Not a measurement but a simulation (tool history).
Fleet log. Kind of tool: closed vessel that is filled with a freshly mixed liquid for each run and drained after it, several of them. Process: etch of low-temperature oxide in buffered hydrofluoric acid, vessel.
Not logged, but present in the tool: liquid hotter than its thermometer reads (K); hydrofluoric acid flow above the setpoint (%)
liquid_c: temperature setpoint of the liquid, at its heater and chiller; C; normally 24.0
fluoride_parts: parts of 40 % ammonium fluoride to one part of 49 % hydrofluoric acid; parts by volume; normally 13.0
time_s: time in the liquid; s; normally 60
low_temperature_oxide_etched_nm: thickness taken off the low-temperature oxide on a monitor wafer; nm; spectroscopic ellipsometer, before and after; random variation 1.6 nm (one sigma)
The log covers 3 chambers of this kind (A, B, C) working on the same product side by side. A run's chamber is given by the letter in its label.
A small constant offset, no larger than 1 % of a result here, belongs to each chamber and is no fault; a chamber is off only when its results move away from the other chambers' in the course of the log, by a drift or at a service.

| run | day | liquid_c | fluoride_parts | time_s | hours since the thermometer was replaced | hours since the hydrofluoric acid flow meter was replaced | read-back film thickness of the low-temperature oxide reference wafer, read on the same gauge (nm) | low_temperature_oxide_etched_nm |
|---|---|---|---|---|---|---|---|---|
| 1C | 0.454 | 24.0 | 13.0 | 60 | 36.8 | 429.8 | 150.01 | 160.290 |
| 2B | 0.746 | 24.0 | 13.0 | 60 | 643.0 | 1931.3 | 149.98 | 162.050 |
| 3A | 1.067 | 24.0 | 13.0 | 60 | 1281.1 | 137.4 | 149.99 | 160.550 |
| 4B | 1.504 | 24.0 | 13.0 | 60 | 661.2 | 1949.5 | 150.01 | 161.230 |
| 5C | 1.971 | 24.0 | 13.0 | 60 | 73.2 | 466.2 | 150.00 | 164.850 |
| 6A | 2.417 | 24.0 | 13.0 | 60 | 1313.5 | 169.8 | 149.97 | 158.480 |
| 7C | 2.700 | 24.0 | 13.0 | 60 | 90.7 | 483.7 | 149.99 | 160.970 |
| 8B | 3.025 | 26.5 | 13.0 | 30 | 697.7 | 1986.0 | 150.01 | 92.864 |
| 9A | 3.496 | 26.5 | 13.0 | 30 | 1339.4 | 195.7 | 150.00 | 93.434 |
| 10A | 4.050 | 26.5 | 13.0 | 30 | 1352.7 | 209.0 | 150.00 | 92.509 |
| 11C | 4.350 | 24.0 | 13.0 | 60 | 130.3 | 523.3 | 150.01 | 160.730 |
| 12B | 4.812 | 28.5 | 17.0 | 60 | 740.6 | 2028.9 | 150.01 | 157.300 |
| 13C | 5.125 | 28.5 | 17.0 | 60 | 148.9 | 541.9 | 150.00 | 160.830 |
| 14A | 5.629 | 28.5 | 17.0 | 60 | 1390.6 | 246.9 | 149.96 | 159.240 |
| 15B | 6.017 | 24.0 | 13.0 | 60 | 769.5 | 2057.8 | 150.00 | 159.480 |
| 16A | 6.496 | 24.0 | 13.0 | 60 | 1411.4 | 267.7 | 149.98 | 165.090 |
| 17B | 6.854 | 24.0 | 13.0 | 60 | 789.6 | 2077.9 | 150.00 | 157.470 |
| 18C | 7.229 | 24.0 | 13.0 | 60 | 199.4 | 592.4 | 149.98 | 159.540 |
| 19C | 7.638 | 24.0 | 15.0 | 70 | 209.2 | 602.2 | 150.01 | 164.980 |
| 20B | 8.146 | 24.0 | 15.0 | 70 | 820.6 | 2108.9 | 149.98 | 159.950 |
| 21A | 8.742 | 24.0 | 15.0 | 70 | 1465.3 | 321.6 | 149.99 | 169.820 |
| 22B | 9.188 | 24.0 | 13.0 | 60 | 845.6 | 2133.9 | 149.99 | 160.550 |
| 23A | 9.579 | 24.0 | 13.0 | 60 | 1485.4 | 341.7 | 150.03 | 169.250 |
| 24C | 9.883 | 22.0 | 16.5 | 60 | 263.1 | 656.1 | 150.00 | 115.070 |
| 25B | 10.279 | 22.0 | 16.5 | 60 | 871.8 | 2160.1 | 150.03 | 115.520 |
| 26A | 10.838 | 22.0 | 16.5 | 60 | 1515.6 | 371.9 | 150.00 | 124.490 |
| 27C | 11.233 | 24.0 | 13.0 | 60 | 295.5 | 688.5 | 150.01 | 161.550 |
| 28C | 11.521 | 24.0 | 13.0 | 60 | 302.4 | 695.4 | 149.97 | 159.580 |
| 29B | 11.962 | 24.0 | 13.0 | 60 | 912.2 | 2200.5 | 150.02 | 161.310 |
| 30A | 12.333 | 24.0 | 13.0 | 40 | 1551.5 | 407.8 | 150.01 | 117.360 |
| 31A | 12.917 | 24.0 | 13.0 | 40 | 1565.5 | 421.8 | 150.00 | 117.610 |
| 32B | 13.188 | 24.0 | 13.0 | 40 | 941.6 | 2229.9 | 149.97 | 107.800 |
| 33C | 13.525 | 24.0 | 13.0 | 60 | 350.5 | 743.5 | 149.99 | 160.240 |
| 34A | 14.121 | 24.0 | 13.0 | 60 | 1594.4 | 450.7 | 150.00 | 182.150 |
| 35B | 14.404 | 24.0 | 13.0 | 60 | 970.8 | 2259.1 | 149.97 | 159.940 |
| 36C | 14.808 | 24.0 | 13.0 | 60 | 381.3 | 774.3 | 150.00 | 163.170 |

What goes on in this fleet: one chamber off, a drifting gauge, or nothing beyond the chambers' own small offsets? Name the chamber and the cause, if any.

One chamber, A, drifts off from the rest bit by bit.
Cause: liquid hotter than its thermometer reads (K) = 2.21.
With only this log, it may be confused with: hydrofluoric acid flow above the setpoint (%).

Below are 4 candidate recipes for chamber A's next run, each the usual settings with a change, their results shown as question marks. Which of them brings A's results back in line with what the other chambers give on the usual settings?
A result is in line if it is within this distance of the other chambers' mean on the usual settings: low_temperature_oxide_etched_nm 5.500 nm
| 37A-1 | 15.250 | 24.0 | 13.5 | 55 |  |  |  | ? |
| 37A-2 | 15.250 | 24.0 | 12.5 | 65 |  |  |  | ? |
| 37A-3 | 15.250 | 24.0 | 13.5 | 60 |  |  |  | ? |
| 37A-4 | 15.250 | 25.0 | 13.0 | 60 |  |  |  | ? |

Average result of the remaining chambers running the usual settings: low_temperature_oxide_etched_nm 161.300 nm
| run | low_temperature_oxide_etched_nm |
|---|---|
| 37A-1 | 161.050 |
| 37A-2 | 205.210 |
| 37A-3 | 175.690 |
| 37A-4 | 192.340 |
The right change is 37A-1: it brings the chamber back within the allowed miss of the others.

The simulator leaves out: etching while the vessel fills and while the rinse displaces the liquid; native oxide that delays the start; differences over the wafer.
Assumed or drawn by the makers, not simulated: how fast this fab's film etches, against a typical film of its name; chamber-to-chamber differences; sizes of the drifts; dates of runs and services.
